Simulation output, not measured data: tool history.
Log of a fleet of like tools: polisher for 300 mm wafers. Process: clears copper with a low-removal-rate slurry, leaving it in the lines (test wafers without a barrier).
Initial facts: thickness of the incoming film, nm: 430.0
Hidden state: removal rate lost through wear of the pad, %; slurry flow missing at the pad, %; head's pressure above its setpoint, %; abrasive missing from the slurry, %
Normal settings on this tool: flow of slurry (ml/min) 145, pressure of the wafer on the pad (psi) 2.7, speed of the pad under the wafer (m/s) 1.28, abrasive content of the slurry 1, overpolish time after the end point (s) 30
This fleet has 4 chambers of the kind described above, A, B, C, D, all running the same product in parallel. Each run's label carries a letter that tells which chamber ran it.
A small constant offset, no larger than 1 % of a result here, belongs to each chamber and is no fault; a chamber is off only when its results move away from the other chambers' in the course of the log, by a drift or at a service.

| run | hour | flow of slurry (ml/min) | pressure of the wafer on the pad (psi) | speed of the pad under the wafer (m/s) | abrasive content of the slurry | overpolish time after the end point (s) | wafers polished on this pad | hours since the slurry nozzle was cleaned | hours since the head pressure was calibrated | hours since the slurry blender was calibrated | time until the end point was called (s) | dishing of a wide line in a test structure (nm) |
|---|---|---|---|---|---|---|---|---|---|---|---|---|
| 1C | 8.8 | 145 | 2.7 | 1.28 | 1 | 30 | 362 | 201.6 | 204 | 54 | 130.85 | 51.086 |
|  | 14.2 | chamber D: slurry blender recalibrated |
| 2B | 23.1 | 145 | 2.7 | 1.28 | 1 | 30 | 373 | 111.5 | 187.6 | 173.4 | 130.57 | 52.879 |
| 3D | 32.1 | 145 | 2.7 | 1.28 | 1 | 30 | 806 | 423.5 | 502.1 | 17.9 | 129.56 | 52.695 |
|  | 34.1 | chamber D: worn pad replaced by a new one |
| 4A | 46.5 | 145 | 2.7 | 1.28 | 1 | 30 | 374 | 99.3 | 646.9 | 207.3 | 128.91 | 49.77 |
| 5A | 55.7 | 145 | 2.7 | 1.28 | 1 | 30 | 440 | 108.5 | 656.1 | 216.5 | 130.93 | 51.047 |
| 6D | 67.4 | 145 | 2.7 | 1.28 | 1 | 30 | 238 | 458.8 | 537.4 | 53.2 | 131.21 | 52.991 |
|  | 67.6 | chamber C: slurry blender recalibrated |
| 7C | 75.6 | 145 | 2.7 | 1.28 | 1.2 | 30 | 840 | 268.4 | 270.8 | 8.1 | 127.09 | 52.369 |
| 8B | 89.6 | 145 | 2.7 | 1.28 | 1.2 | 30 | 848 | 178 | 254.1 | 239.9 | 124.62 | 52.811 |
|  | 96.1 | chamber B: worn pad replaced by a new one |
| 9B | 96.7 | 145 | 2.7 | 1.28 | 1.2 | 30 | 4 | 185.1 | 261.2 | 247 | 125.72 | 52.205 |
|  | 100.3 | chamber C: worn pad replaced by a new one |
| 10D | 111.1 | 145 | 2.7 | 1.28 | 1.2 | 30 | 551 | 502.5 | 581.1 | 96.9 | 126.4 | 51.843 |
|  | 115 | chamber C: slurry nozzle cleaned |
|  | 117.6 | chamber B: slurry blender recalibrated |
| 11C | 124.3 | 145 | 2.3 | 1.28 | 1.25 | 30 | 172 | 9.4 | 319.5 | 56.8 | 146.14 | 46.564 |
|  | 130.6 | chamber A: worn pad replaced by a new one |
| 12A | 135.7 | 145 | 2.3 | 1.28 | 1.25 | 30 | 36 | 188.5 | 736.1 | 296.5 | 146.95 | 46.816 |
| 13B | 146.6 | 145 | 2.3 | 1.28 | 1.25 | 30 | 361 | 235 | 311.1 | 29 | 144.52 | 47.333 |
|  | 155.4 | chamber D: worn pad replaced by a new one |
| 14D | 158.3 | 145 | 2.3 | 1.28 | 1.25 | 30 | 21 | 549.7 | 628.3 | 144.1 | 149.54 | 46.939 |
| 15C | 166.3 | 145 | 2.7 | 1.28 | 1 | 30 | 472 | 51.4 | 361.5 | 98.8 | 131.57 | 50.653 |
| 16A | 179.6 | 145 | 2.7 | 1.28 | 1 | 30 | 350 | 232.4 | 780 | 340.4 | 132.28 | 52.514 |
| 17D | 191.6 | 145 | 2.7 | 1.28 | 1 | 30 | 259 | 583 | 661.6 | 177.4 | 133.58 | 50.508 |
|  | 195.3 | chamber C: slurry blender recalibrated |
| 18C | 202.3 | 145 | 2.7 | 1.28 | 1 | 30 | 729 | 87.4 | 397.5 | 7.1 | 130.82 | 50.126 |
| 19A | 210.6 | 145 | 2.7 | 1.28 | 1 | 30 | 572 | 263.4 | 811 | 371.4 | 131.48 | 50.491 |
| 20B | 222.7 | 145 | 2.7 | 1.28 | 1.1 | 18 | 905 | 311.1 | 387.2 | 105.1 | 126.5 | 35.846 |
|  | 228.1 | chamber A: head pressure recalibrated |
| 21A | 231.1 | 145 | 2.7 | 1.28 | 1.1 | 18 | 719 | 283.9 | 3 | 391.9 | 126.98 | 35.59 |
|  | 233.8 | chamber A: slurry blender recalibrated |
| 22D | 238.6 | 145 | 2.7 | 1.28 | 1.1 | 18 | 595 | 630 | 708.6 | 224.4 | 135.45 | 36.4 |
|  | 241.1 | chamber B: worn pad replaced by a new one |
|  | 243.4 | chamber C: worn pad replaced by a new one |
|  | 250 | chamber A: worn pad replaced by a new one |
|  | 250.2 | chamber D: head pressure recalibrated |
| 23C | 252 | 145 | 2.7 | 1.28 | 1.1 | 18 | 62 | 137.1 | 447.2 | 56.8 | 124.46 | 36.788 |
| 24B | 266.9 | 145 | 2.7 | 1.28 | 1 | 30 | 184 | 355.3 | 431.4 | 149.3 | 132.58 | 53.323 |
|  | 274.9 | chamber A: slurry nozzle cleaned |
| 25C | 277.9 | 145 | 2.7 | 1.28 | 1 | 30 | 247 | 163 | 473.1 | 82.7 | 132.06 | 51.848 |
| 26A | 286.8 | 145 | 2.7 | 1.28 | 1 | 30 | 263 | 11.9 | 58.7 | 53 | 132.11 | 52.839 |
|  | 288.1 | chamber D: worn pad replaced by a new one |
|  | 296.3 | chamber C: slurry blender recalibrated |
| 27D | 302.8 | 145 | 3.1 | 0.92 | 1 | 30 | 105 | 694.2 | 52.6 | 288.6 | 161.95 | 45.165 |
| 28B | 312.4 | 145 | 3.1 | 0.92 | 1 | 30 | 510 | 400.8 | 476.9 | 194.8 | 160.63 | 43.751 |
|  | 312.8 | chamber D: slurry blender recalibrated |
| 29A | 325.3 | 145 | 3.1 | 0.92 | 1 | 30 | 538 | 50.4 | 97.2 | 91.5 | 154.67 | 45.07 |
|  | 328.2 | chamber B: slurry nozzle cleaned |
| 30B | 334.4 | 145 | 3.1 | 0.92 | 1 | 30 | 667 | 6.2 | 498.9 | 216.8 | 156.51 | 45.1 |
| 31D | 350.5 | 145 | 2.4 | 1.28 | 1 | 30 | 446 | 741.9 | 100.3 | 37.8 | 157.19 | 44.738 |
| 32C | 360.5 | 145 | 2.4 | 1.28 | 1 | 30 | 837 | 245.6 | 555.7 | 64.2 | 141.66 | 48.162 |
|  | 371 | chamber B: worn pad replaced by a new one |
| 33C | 371.3 | 145 | 2.4 | 1.28 | 1 | 30 | 915 | 256.4 | 566.5 | 75 | 151.07 | 47.642 |
| 34B | 381.7 | 145 | 2.4 | 1.28 | 1 | 30 | 76 | 53.5 | 546.2 | 264.1 | 145.22 | 47.6 |

For the next run the whole fleet of 4 chambers uses the same settings. Give each chamber's results:
| 35A | 393.2 | 145 | 2.7 | 1.28 | 1 | 30 |  |  |  |  | ? | ? |
| 35B | 393.2 | 145 | 2.7 | 1.28 | 1 | 30 |  |  |  |  | ? | ? |
| 35C | 393.2 | 145 | 2.7 | 1.28 | 1 | 30 |  |  |  |  | ? | ? |
| 35D | 393.2 | 145 | 2.7 | 1.28 | 1 | 30 |  |  |  |  | ? | ? |

| run | time until the end point was called (s) | dishing of a wide line in a test structure (nm) |
|---|---|---|
| 35A | 128.15 | 49.972 |
| 35B | 130.23 | 51.09 |
| 35C | 134.56 | 51.854 |
| 35D | 146.02 | 46.541 |
